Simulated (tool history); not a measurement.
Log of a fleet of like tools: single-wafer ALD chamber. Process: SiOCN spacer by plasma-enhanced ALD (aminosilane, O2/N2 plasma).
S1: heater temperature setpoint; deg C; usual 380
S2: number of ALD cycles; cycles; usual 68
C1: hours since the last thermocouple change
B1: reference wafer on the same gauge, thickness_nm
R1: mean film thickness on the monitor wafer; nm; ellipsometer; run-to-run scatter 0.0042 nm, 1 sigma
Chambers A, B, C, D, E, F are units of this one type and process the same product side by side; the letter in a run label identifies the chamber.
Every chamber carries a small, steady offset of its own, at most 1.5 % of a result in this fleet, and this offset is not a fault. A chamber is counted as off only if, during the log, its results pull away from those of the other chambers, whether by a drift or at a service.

| run | day | S1 | S2 | C1 | B1 | R1 |
|---|---|---|---|---|---|---|
| 1F | 0.533 | 380 | 68 | 1937.9 | 3.9599 | 4.1109 |
| 2C | 1.054 | 380 | 68 | 1243.5 | 3.9592 | 4.0797 |
| 3B | 1.533 | 380 | 68 | 1380.9 | 3.9583 | 4.1239 |
| 4E | 2.054 | 380 | 68 | 842.8 | 3.9584 | 4.1081 |
| 5A | 2.646 | 387 | 74 | 890.3 | 3.9569 | 4.481 |
| 6D | 3.267 | 387 | 74 | 1169.3 | 3.9566 | 4.5151 |
| 7A | 3.85 | 387 | 74 | 919.2 | 3.9559 | 4.49 |
| 8D | 4.146 | 387 | 74 | 1190.4 | 3.9563 | 4.5177 |
| 9C | 4.767 | 387 | 74 | 1332.6 | 3.9558 | 4.4351 |
| 10E | 5.208 | 387 | 74 | 918.5 | 3.9551 | 4.4694 |
| 11F | 5.483 | 380 | 68 | 2056.7 | 3.9552 | 4.1123 |
| 12B | 5.904 | 380 | 68 | 1485.8 | 3.9548 | 4.1216 |
| 13A | 6.321 | 380 | 68 | 978.5 | 3.9536 | 4.1184 |
| 14C | 6.854 | 380 | 68 | 1382.7 | 3.954 | 4.0826 |
| 15E | 7.183 | 373 | 68 | 965.9 | 3.9539 | 4.1114 |
| 16F | 7.629 | 373 | 68 | 2108.2 | 3.9531 | 4.111 |
| 17B | 7.946 | 373 | 68 | 1534.8 | 3.9533 | 4.1227 |
| 18D | 8.392 | 373 | 68 | 1292.3 | 3.9529 | 4.1464 |
| 19B | 8.821 | 373 | 68 | 1555.8 | 3.9519 | 4.1096 |
| 20A | 9.362 | 373 | 68 | 1051.5 | 3.9517 | 4.117 |
| 21C | 9.7 | 380 | 68 | 1451 | 3.9512 | 4.065 |
| 22D | 10.225 | 380 | 68 | 1336.3 | 3.9499 | 4.1446 |
| 23F | 10.504 | 380 | 68 | 2177.2 | 3.9494 | 4.1026 |
| 24E | 11.054 | 380 | 68 | 1058.8 | 3.9495 | 4.1067 |
| 25D | 11.638 | 380 | 68 | 1370.2 | 3.9492 | 4.1388 |
| 26E | 11.992 | 380 | 68 | 1081.3 | 3.9497 | 4.0986 |
| 27F | 12.279 | 380 | 68 | 2219.8 | 3.9488 | 4.1079 |
| 28A | 12.562 | 380 | 68 | 1128.3 | 3.9493 | 4.112 |
| 29B | 13.175 | 380 | 64 | 1660.3 | 3.9476 | 3.8725 |
| 30C | 13.612 | 380 | 64 | 1544.9 | 3.9474 | 3.8313 |
| 31F | 14.104 | 380 | 64 | 2263.6 | 3.9469 | 3.8595 |
| 32A | 14.471 | 380 | 64 | 1174.1 | 3.9469 | 3.8682 |
| 33C | 14.775 | 380 | 64 | 1572.8 | 3.9456 | 3.8308 |
| 34E | 15.092 | 380 | 64 | 1155.7 | 3.9461 | 3.8646 |
| 35B | 15.729 | 374 | 62 | 1721.6 | 3.9466 | 3.7492 |
| 36D | 16.146 | 374 | 62 | 1478.4 | 3.9446 | 3.7661 |
| 37D | 16.446 | 374 | 62 | 1485.6 | 3.9444 | 3.7714 |
| 38A | 16.925 | 374 | 62 | 1233 | 3.9452 | 3.7481 |
| 39E | 17.317 | 374 | 62 | 1209.1 | 3.9432 | 3.7312 |
| 40B | 17.712 | 374 | 62 | 1769.2 | 3.9442 | 3.7458 |

Next, all 6 chambers run the settings below, one line each with question marks for the results. What does each chamber give?
| 41A | 18.171 | 393 | 68 |  |  | ? |
| 41B | 18.171 | 393 | 68 |  |  | ? |
| 41C | 18.171 | 393 | 68 |  |  | ? |
| 41D | 18.171 | 393 | 68 |  |  | ? |
| 41E | 18.171 | 393 | 68 |  |  | ? |
| 41F | 18.171 | 393 | 68 |  |  | ? |

| run | R1 |
|---|---|
| 41A | 4.1078 |
| 41B | 4.1003 |
| 41C | 4.0683 |
| 41D | 4.1375 |
| 41E | 4.1013 |
| 41F | 4.1058 |
